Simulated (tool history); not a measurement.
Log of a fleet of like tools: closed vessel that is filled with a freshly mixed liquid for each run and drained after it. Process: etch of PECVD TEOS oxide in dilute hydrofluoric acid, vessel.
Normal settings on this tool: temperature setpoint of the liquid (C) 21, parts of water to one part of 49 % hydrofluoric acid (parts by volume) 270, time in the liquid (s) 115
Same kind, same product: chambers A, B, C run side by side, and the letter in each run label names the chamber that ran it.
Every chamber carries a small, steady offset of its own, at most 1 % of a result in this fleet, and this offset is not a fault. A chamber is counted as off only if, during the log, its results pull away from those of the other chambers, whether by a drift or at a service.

run,hour,temperature setpoint of the liquid (C),parts of water to one part of 49 % hydrofluoric acid (parts by volume),time in the liquid (s),hours since the thermometer was replaced,hours since the hydrofluoric acid flow meter was replaced,"read-back film thickness of the PECVD TEOS oxide reference wafer, read on the same gauge (nm)",thickness taken off the PECVD TEOS oxide on a monitor wafer (nm)
1C,8.3,21,270,115,812.4,493.6,140,4.9271
2A,23.7,21,270,115,1251,298.3,140.01,4.9246
3B,31.3,21,270,115,2079.8,443,140.02,4.8802
4C,43.9,21,270,115,848,529.2,139.98,4.8671
5A,55.8,17,350,115,1283.1,330.4,140.01,3.0259
6B,68.5,17,350,115,2117,480.2,140.01,3.0158
7C,82.9,17,350,115,887,568.2,140.04,3.1224
8A,93.4,21,390,60,1320.7,368,139.99,1.574
9B,104,21,390,60,2152.5,515.7,139.99,1.5744
10B,118.4,21,390,60,2166.9,530.1,140.02,1.5968
11A,127.8,25,270,115,1355.1,402.4,139.99,5.6433
12C,143.6,25,270,115,947.7,628.9,140.03,5.8464
13A,152.9,25,270,115,1380.2,427.5,140.01,5.7061
# hour 159.1: chamber A: hydrofluoric acid flow meter replaced
14C,168.6,21,270,115,972.7,653.9,140,5.0792
15B,176.8,21,270,115,2225.3,588.5,140,4.8933
16B,187.7,21,270,115,2236.2,599.4,139.98,4.8785
17C,197.2,21,270,115,1001.3,682.5,140.02,5.1922
18A,210.2,21,270,115,1437.5,51.1,140.02,4.8625
19A,221.1,21,270,115,1448.4,62,140.01,4.8232
20B,234.6,21,270,115,2283.1,646.3,140.02,4.8607
21C,250.7,21,270,115,1054.8,736,139.98,5.286

Next, every chamber runs the same settings. What will each give?
22A,262.3,24,270,115,,,,?
22B,262.3,24,270,115,,,,?
22C,262.3,24,270,115,,,,?

run,thickness taken off the PECVD TEOS oxide on a monitor wafer (nm)
22A,5.4211
22B,5.4249
22C,6.0461
